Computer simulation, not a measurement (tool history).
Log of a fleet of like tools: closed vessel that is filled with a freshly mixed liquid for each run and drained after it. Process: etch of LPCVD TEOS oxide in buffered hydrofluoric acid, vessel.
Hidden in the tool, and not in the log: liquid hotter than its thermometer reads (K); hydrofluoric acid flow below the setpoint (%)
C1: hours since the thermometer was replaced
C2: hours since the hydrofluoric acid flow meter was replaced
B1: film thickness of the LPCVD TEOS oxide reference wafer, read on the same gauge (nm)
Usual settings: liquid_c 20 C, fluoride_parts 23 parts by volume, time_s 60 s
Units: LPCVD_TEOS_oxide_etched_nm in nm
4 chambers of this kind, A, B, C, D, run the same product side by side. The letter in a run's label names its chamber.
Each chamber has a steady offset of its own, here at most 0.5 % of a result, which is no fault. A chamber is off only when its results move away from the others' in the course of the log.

{"run": "1B", "day": 0.567, "liquid_c": 20, "fluoride_parts": 23, "time_s": 60, "C1": 299, "C2": 492.7, "B1": 39.988, "LPCVD_TEOS_oxide_etched_nm": 44.577}
{"run": "2D", "day": 1.117, "liquid_c": 20, "fluoride_parts": 23, "time_s": 60, "C1": 389.3, "C2": 185.4, "B1": 40.025, "LPCVD_TEOS_oxide_etched_nm": 44.888}
{"run": "3A", "day": 1.533, "liquid_c": 20, "fluoride_parts": 23, "time_s": 60, "C1": 956.9, "C2": 745.5, "B1": 39.998, "LPCVD_TEOS_oxide_etched_nm": 45.275}
{"run": "4C", "day": 1.8, "liquid_c": 20, "fluoride_parts": 23, "time_s": 60, "C1": 161, "C2": 560.8, "B1": 39.986, "LPCVD_TEOS_oxide_etched_nm": 45.568}
{"run": "5B", "day": 2.304, "liquid_c": 20, "fluoride_parts": 23, "time_s": 60, "C1": 340.7, "C2": 534.4, "B1": 39.994, "LPCVD_TEOS_oxide_etched_nm": 45.048}
{"run": "6D", "day": 2.6, "liquid_c": 20, "fluoride_parts": 23, "time_s": 60, "C1": 424.9, "C2": 221, "B1": 40.033, "LPCVD_TEOS_oxide_etched_nm": 44.944}
{"run": "7C", "day": 3.138, "liquid_c": 20, "fluoride_parts": 23, "time_s": 60, "C1": 193.1, "C2": 592.9, "B1": 39.987, "LPCVD_TEOS_oxide_etched_nm": 45.602}
{"run": "8A", "day": 3.588, "liquid_c": 22.5, "fluoride_parts": 23, "time_s": 40, "C1": 1006.2, "C2": 794.8, "B1": 40.011, "LPCVD_TEOS_oxide_etched_nm": 35.024}
{"run": "9D", "day": 3.954, "liquid_c": 22.5, "fluoride_parts": 23, "time_s": 40, "C1": 457.4, "C2": 253.5, "B1": 40.005, "LPCVD_TEOS_oxide_etched_nm": 34.362}
{"day": 4.304, "done": "chamber C: hydrofluoric acid flow meter replaced"}
{"run": "10A", "day": 4.55, "liquid_c": 22.5, "fluoride_parts": 23, "time_s": 40, "C1": 1029.3, "C2": 817.9, "B1": 40.004, "LPCVD_TEOS_oxide_etched_nm": 35.339}
{"run": "11C", "day": 5.042, "liquid_c": 22.5, "fluoride_parts": 23, "time_s": 40, "C1": 238.8, "C2": 17.7, "B1": 39.976, "LPCVD_TEOS_oxide_etched_nm": 35.45}
{"run": "12B", "day": 5.454, "liquid_c": 23, "fluoride_parts": 29, "time_s": 60, "C1": 416.3, "C2": 610, "B1": 39.994, "LPCVD_TEOS_oxide_etched_nm": 45.312}
{"run": "13D", "day": 5.967, "liquid_c": 23, "fluoride_parts": 29, "time_s": 60, "C1": 505.7, "C2": 301.8, "B1": 39.992, "LPCVD_TEOS_oxide_etched_nm": 45.721}
{"run": "14C", "day": 6.288, "liquid_c": 23, "fluoride_parts": 29, "time_s": 60, "C1": 268.7, "C2": 47.6, "B1": 39.988, "LPCVD_TEOS_oxide_etched_nm": 44.58}
{"run": "15B", "day": 6.746, "liquid_c": 23, "fluoride_parts": 29, "time_s": 60, "C1": 447.3, "C2": 641, "B1": 39.985, "LPCVD_TEOS_oxide_etched_nm": 45.388}
{"run": "16A", "day": 7.262, "liquid_c": 20, "fluoride_parts": 23, "time_s": 60, "C1": 1094.4, "C2": 883, "B1": 40.007, "LPCVD_TEOS_oxide_etched_nm": 48.765}
{"run": "17B", "day": 7.604, "liquid_c": 20, "fluoride_parts": 23, "time_s": 60, "C1": 467.9, "C2": 661.6, "B1": 39.987, "LPCVD_TEOS_oxide_etched_nm": 44.957}
{"run": "18D", "day": 8.162, "liquid_c": 20, "fluoride_parts": 23, "time_s": 60, "C1": 558.4, "C2": 354.5, "B1": 39.993, "LPCVD_TEOS_oxide_etched_nm": 44.879}
{"run": "19C", "day": 8.625, "liquid_c": 20, "fluoride_parts": 23, "time_s": 60, "C1": 324.8, "C2": 103.7, "B1": 39.988, "LPCVD_TEOS_oxide_etched_nm": 45.202}
{"run": "20A", "day": 9.088, "liquid_c": 20, "fluoride_parts": 23, "time_s": 60, "C1": 1138.2, "C2": 926.8, "B1": 39.999, "LPCVD_TEOS_oxide_etched_nm": 48.633}
{"run": "21D", "day": 9.554, "liquid_c": 20, "fluoride_parts": 23, "time_s": 60, "C1": 591.8, "C2": 387.9, "B1": 39.992, "LPCVD_TEOS_oxide_etched_nm": 44.642}
{"run": "22B", "day": 9.838, "liquid_c": 17, "fluoride_parts": 27.5, "time_s": 60, "C1": 521.5, "C2": 715.2, "B1": 40.007, "LPCVD_TEOS_oxide_etched_nm": 33.08}
{"run": "23A", "day": 10.208, "liquid_c": 17, "fluoride_parts": 27.5, "time_s": 60, "C1": 1165.1, "C2": 953.7, "B1": 39.982, "LPCVD_TEOS_oxide_etched_nm": 36.749}
{"run": "24C", "day": 10.608, "liquid_c": 17, "fluoride_parts": 27.5, "time_s": 60, "C1": 372.4, "C2": 151.3, "B1": 40.004, "LPCVD_TEOS_oxide_etched_nm": 33.765}
{"run": "25D", "day": 11.158, "liquid_c": 17, "fluoride_parts": 27.5, "time_s": 60, "C1": 630.3, "C2": 426.4, "B1": 39.996, "LPCVD_TEOS_oxide_etched_nm": 33.053}
{"run": "26A", "day": 11.746, "liquid_c": 20, "fluoride_parts": 23, "time_s": 60, "C1": 1202, "C2": 990.6, "B1": 40.003, "LPCVD_TEOS_oxide_etched_nm": 50.342}
{"run": "27B", "day": 12.104, "liquid_c": 20, "fluoride_parts": 23, "time_s": 60, "C1": 575.9, "C2": 769.6, "B1": 40.013, "LPCVD_TEOS_oxide_etched_nm": 44.486}
{"run": "28C", "day": 12.554, "liquid_c": 20, "fluoride_parts": 23, "time_s": 60, "C1": 419.1, "C2": 198, "B1": 39.97, "LPCVD_TEOS_oxide_etched_nm": 44.861}

Is one chamber off against the others, does the gauge drift, or is nothing wrong? If a chamber is off, say which, and what the likeliest cause is.

Chamber A drifts away from the others.
Cause: liquid hotter than its thermometer reads (K) = 2.28.

Here are 4 candidates for chamber A's next run, each the usual settings with a change, their results left as question marks. Which one brings its results back in line with what the others give on the usual settings?
In line means no further than this from the other chambers' mean on the usual settings: LPCVD_TEOS_oxide_etched_nm 1.6 nm
{"run": "29A-1", "day": 12.983, "liquid_c": 20.5, "fluoride_parts": 22.5, "time_s": 65, "LPCVD_TEOS_oxide_etched_nm": "?"}
{"run": "29A-2", "day": 12.983, "liquid_c": 21, "fluoride_parts": 21.5, "time_s": 70, "LPCVD_TEOS_oxide_etched_nm": "?"}
{"run": "29A-3", "day": 12.983, "liquid_c": 19.5, "fluoride_parts": 23.5, "time_s": 55, "LPCVD_TEOS_oxide_etched_nm": "?"}
{"run": "29A-4", "day": 12.983, "liquid_c": 19.5, "fluoride_parts": 24.5, "time_s": 50, "LPCVD_TEOS_oxide_etched_nm": "?"}

The other chambers' mean on the usual settings: LPCVD_TEOS_oxide_etched_nm 45.01 nm
run=29A-1 LPCVD_TEOS_oxide_etched_nm=58.209
run=29A-2 LPCVD_TEOS_oxide_etched_nm=66.521
run=29A-3 LPCVD_TEOS_oxide_etched_nm=45.227
run=29A-4 LPCVD_TEOS_oxide_etched_nm=39.933
29A-3 brings the chamber back in line.
